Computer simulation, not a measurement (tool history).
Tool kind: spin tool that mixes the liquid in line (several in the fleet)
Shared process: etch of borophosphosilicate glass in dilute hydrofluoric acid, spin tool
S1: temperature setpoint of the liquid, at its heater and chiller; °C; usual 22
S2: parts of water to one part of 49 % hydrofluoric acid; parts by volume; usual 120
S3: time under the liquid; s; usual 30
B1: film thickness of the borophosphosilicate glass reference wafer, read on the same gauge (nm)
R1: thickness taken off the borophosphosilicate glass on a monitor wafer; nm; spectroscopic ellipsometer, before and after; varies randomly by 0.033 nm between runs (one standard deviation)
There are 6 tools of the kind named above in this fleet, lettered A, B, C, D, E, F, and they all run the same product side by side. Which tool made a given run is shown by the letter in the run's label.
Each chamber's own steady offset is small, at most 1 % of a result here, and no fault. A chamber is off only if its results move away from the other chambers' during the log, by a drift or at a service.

run   hour  S1   S2  S3      B1      R1
 1A    7.4  22  120  30  30.032  9.9022
 2B   14.8  22  120  30  29.966  9.8499
      20.3  -- chamber A: thermometer replaced
 3D   23.6  22  120  30  30.021  9.8263
 4E   28.5  22  120  30  29.996  9.7671
 5C     34  22  120  30  30.017  9.8337
 6F   40.9  22  120  30   30.01  9.8266
 7A   46.8  22  120  30  30.049  9.8546
 8B   52.7  22  120  30  29.975  9.8319
 9C   61.5  22  120  30  29.988  9.8175
      63.6  -- chamber C: hydrofluoric acid flow meter replaced
10E   67.5  22  120  45  30.016  14.632
11F   76.5  22  120  45  30.015    14.8
12D   83.5  22  120  45  30.026  14.799
13B   88.3  22  120  45  30.004  14.807
14D   92.8  22  120  45  29.979  14.712
15F  101.4  22  120  45  29.958  14.839
16C  108.3  22  120  30  30.021  9.7827
17E  113.8  22  120  30  30.007  9.7848
18A  121.4  22  120  30  30.009  9.8379
19C  128.1  22  120  30  29.967  9.8336
20A  132.7  22  120  30  29.928  9.8552
21F  140.1  22  120  30  30.032  9.7973
22D  148.5  22  120  30  30.017  9.8503
23E  153.3  22  120  30  30.031  9.6758
24B  162.5  22  120  30  30.006  9.8598
25D  171.3  22  120  20  30.005  6.5419
26E  177.4  22  120  20  30.018  6.4603
27F  181.6  22  120  20  30.005  6.5658
28C    186  22  120  20  29.996  6.5754
29B  191.2  22  120  20      30  6.5618
30A  197.6  22  120  20  29.999  6.5894
31E  202.5  22  120  30  30.009  9.6189
32D  209.2  22  120  30  30.033  9.7921
33F  217.5  22  120  30  29.954   9.836
34B  224.2  22  120  30  30.024  9.8438
35A  230.3  22  120  30  29.997  9.8466
36C  239.8  22  120  30  29.984  9.8459
37B  244.4  22  120  30   30.06  9.8214
38D    253  22  120  30  29.956  9.8151
39C  261.3  20  120  50   29.99  15.179
40F  269.2  20  120  50  29.999  15.181
41E  274.2  20  120  50  29.991  14.528
42A  280.8  20  120  50  30.006  15.134

Next, every chamber runs the same settings. What will each give?
43A  287.7  22  120  30       ?
43B  287.7  22  120  30       ?
43C  287.7  22  120  30       ?
43D  287.7  22  120  30       ?
43E  287.7  22  120  30       ?
43F  287.7  22  120  30       ?

run      R1
43A  9.9346
43B  9.8348
43C  9.7623
43D   9.825
43E  9.3978
43F  9.8383
